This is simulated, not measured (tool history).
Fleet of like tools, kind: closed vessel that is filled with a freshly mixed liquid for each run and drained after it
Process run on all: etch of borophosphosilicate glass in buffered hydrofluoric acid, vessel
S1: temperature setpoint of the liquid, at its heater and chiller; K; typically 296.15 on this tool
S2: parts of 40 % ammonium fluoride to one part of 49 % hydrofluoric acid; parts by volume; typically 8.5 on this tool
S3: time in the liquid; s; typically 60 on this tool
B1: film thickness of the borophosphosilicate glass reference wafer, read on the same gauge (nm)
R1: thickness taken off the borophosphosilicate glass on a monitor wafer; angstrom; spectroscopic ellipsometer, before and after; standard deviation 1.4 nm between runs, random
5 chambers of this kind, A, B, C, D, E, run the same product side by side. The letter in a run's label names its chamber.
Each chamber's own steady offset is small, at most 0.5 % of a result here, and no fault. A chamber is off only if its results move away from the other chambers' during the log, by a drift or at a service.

| run | day | S1 | S2 | S3 | B1 | R1 |
|---|---|---|---|---|---|---|
| 1B | 0.338 | 296.15 | 8.5 | 60 | 79.972 | 2242.5 |
| 2C | 0.546 | 296.15 | 8.5 | 60 | 79.990 | 2253.6 |
| 3D | 0.712 | 296.15 | 8.5 | 60 | 80.014 | 2271.0 |
| 4E | 0.908 | 296.15 | 8.5 | 60 | 79.989 | 2241.2 |
| 5A | 1.133 | 296.15 | 8.5 | 60 | 80.030 | 2264.6 |
| 6E | 1.438 | 296.15 | 8.5 | 60 | 79.972 | 2247.2 |
| 7C | 1.738 | 296.15 | 8.5 | 60 | 80.007 | 2244.2 |
| 8A | 2.092 | 296.15 | 8.5 | 60 | 79.997 | 2257.0 |
| 9D | 2.454 | 296.15 | 8.5 | 60 | 80.040 | 2276.9 |
|  | 2.692 | chamber C: thermometer replaced |
| 10B | 2.808 | 296.15 | 8.5 | 60 | 79.993 | 2261.4 |
| 11A | 3.083 | 294.65 | 12.0 | 60 | 80.037 | 1526.9 |
| 12D | 3.396 | 294.65 | 12.0 | 60 | 80.001 | 1525.9 |
| 13C | 3.679 | 294.65 | 12.0 | 60 | 80.007 | 1528.2 |
| 14B | 4.025 | 294.65 | 12.0 | 60 | 79.987 | 1551.3 |
| 15E | 4.329 | 294.65 | 12.0 | 60 | 80.005 | 1509.6 |
| 16E | 4.621 | 296.15 | 8.5 | 60 | 79.985 | 2233.5 |
| 17A | 4.908 | 296.15 | 8.5 | 60 | 79.987 | 2265.7 |
| 18C | 5.233 | 296.15 | 8.5 | 60 | 79.997 | 2227.4 |
| 19B | 5.546 | 296.15 | 8.5 | 60 | 80.021 | 2363.8 |
| 20D | 5.708 | 296.15 | 8.5 | 60 | 80.035 | 2269.4 |
| 21D | 5.917 | 296.15 | 8.5 | 60 | 80.026 | 2273.5 |
| 22C | 6.188 | 296.15 | 8.5 | 60 | 80.023 | 2256.5 |
| 23A | 6.417 | 296.15 | 6.5 | 40 | 80.030 | 1988.1 |
| 24B | 6.717 | 296.15 | 6.5 | 40 | 79.985 | 2121.0 |
| 25E | 6.900 | 296.15 | 6.5 | 40 | 79.984 | 1978.7 |
| 26D | 7.179 | 296.15 | 6.5 | 40 | 80.003 | 2013.6 |
| 27C | 7.421 | 296.15 | 6.5 | 40 | 80.004 | 1962.5 |
| 28E | 7.667 | 296.15 | 8.5 | 60 | 80.032 | 2278.9 |
| 29A | 7.825 | 296.15 | 8.5 | 60 | 79.957 | 2286.1 |
| 30B | 8.175 | 299.15 | 11.5 | 60 | 79.992 | 2202.4 |
| 31D | 8.429 | 299.15 | 11.5 | 60 | 80.011 | 2046.0 |

Which is it: a chamber that has drifted or been left off by a service, a gauge drift common to all chambers, or only each chamber's usual small offset? If a chamber is off, name it and its likeliest cause.

Little by little, chamber B moves away from the other chambers.
Likeliest cause: liquid hotter than its thermometer reads (K) = 1.65.
Not necessarily distinguishable in this log from: hydrofluoric acid flow above the setpoint (%).

Here are 4 candidates for chamber B's next run, each the usual settings with a change, their results left as question marks. Which one brings its results back in line with what the others give on the usual settings?
A result is in line if it is within this distance of the other chambers' mean on the usual settings: R1 50.0 angstrom
| 32B-1 | 8.688 | 296.15 | 8.5 | 50 |  | ? |
| 32B-2 | 8.688 | 296.65 | 8.5 | 70 |  | ? |
| 32B-3 | 8.688 | 296.15 | 8.5 | 55 |  | ? |
| 32B-4 | 8.688 | 296.65 | 8.0 | 60 |  | ? |

On the usual settings, the other chambers give on average: R1 2259.6 angstrom
| run | R1 |
|---|---|
| 32B-1 | 2051.4 |
| 32B-2 | 2951.4 |
| 32B-3 | 2256.5 |
| 32B-4 | 2704.4 |
It is 32B-3 that realigns the chamber with its peers.
